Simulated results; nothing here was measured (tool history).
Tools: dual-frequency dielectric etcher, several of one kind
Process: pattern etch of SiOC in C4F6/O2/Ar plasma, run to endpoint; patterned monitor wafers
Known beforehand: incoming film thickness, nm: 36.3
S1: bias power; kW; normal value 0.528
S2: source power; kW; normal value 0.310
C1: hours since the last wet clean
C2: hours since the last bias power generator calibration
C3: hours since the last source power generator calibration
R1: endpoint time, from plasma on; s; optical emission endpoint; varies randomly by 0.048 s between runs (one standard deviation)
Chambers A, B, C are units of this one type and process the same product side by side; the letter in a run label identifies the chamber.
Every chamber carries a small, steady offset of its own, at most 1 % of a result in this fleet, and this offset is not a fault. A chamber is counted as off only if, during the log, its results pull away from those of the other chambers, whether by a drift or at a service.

run   hour     S1     S2     C1      C2      C3      R1
 1C    7.9  0.528  0.310   66.0   713.4   742.2  13.129
 2B   17.3  0.528  0.310  442.0   816.5   212.0  13.244
 3A   24.3  0.528  0.310  420.3  1176.6  2223.6  13.194
 4C   29.2  0.528  0.310   87.3   734.7   763.5  13.109
 5A   36.1  0.528  0.310  432.1  1188.4  2235.4  13.171
 6B   45.5  0.528  0.310  470.2   844.7   240.2  13.239
 7A   51.7  0.528  0.310  447.7  1204.0  2251.0  13.261
      54.6  -- chamber B: wet clean of the chamber
 8B   58.7  0.602  0.370    4.1   857.9   253.4  11.777
 9C   68.1  0.602  0.370  126.2   773.6   802.4  11.595
10B   73.5  0.602  0.370   18.9   872.7   268.2  11.685
11C   82.5  0.528  0.310  140.6   788.0   816.8  13.132
12A   91.8  0.528  0.310  487.8  1244.1  2291.1  13.000
13A  100.0  0.528  0.310  496.0  1252.3  2299.3  12.923
14B  110.0  0.528  0.310   55.4   909.2   304.7  13.310
15C  116.9  0.528  0.310  175.0   822.4   851.2  13.087
16A  121.9  0.528  0.310  517.9  1274.2  2321.2  12.890
17B  130.7  0.528  0.310   76.1   929.9   325.4  13.222
18C  140.0  0.528  0.310  198.1   845.5   874.3  12.943
19B  145.2  0.528  0.310   90.6   944.4   339.9  13.338
20A  151.7  0.528  0.310  547.7  1304.0  2351.0  12.766
21C  160.5  0.528  0.310  218.6   866.0   894.8  12.992
22A  165.7  0.528  0.310  561.7  1318.0  2365.0  12.676
23B  174.4  0.576  0.380  119.8   973.6   369.1  11.945
24C  182.1  0.576  0.380  240.2   887.6   916.4  11.649
25B  191.3  0.576  0.380  136.7   990.5   386.0  11.880
26A  201.0  0.528  0.310  597.0  1353.3  2400.3  12.476

Each of the 3 chambers runs these same settings next. Fill in every chamber's results:
27A  208.6  0.528  0.310               ?
27B  208.6  0.528  0.310               ?
27C  208.6  0.528  0.310               ?

run      R1
27A  12.547
27B  13.233
27C  13.041
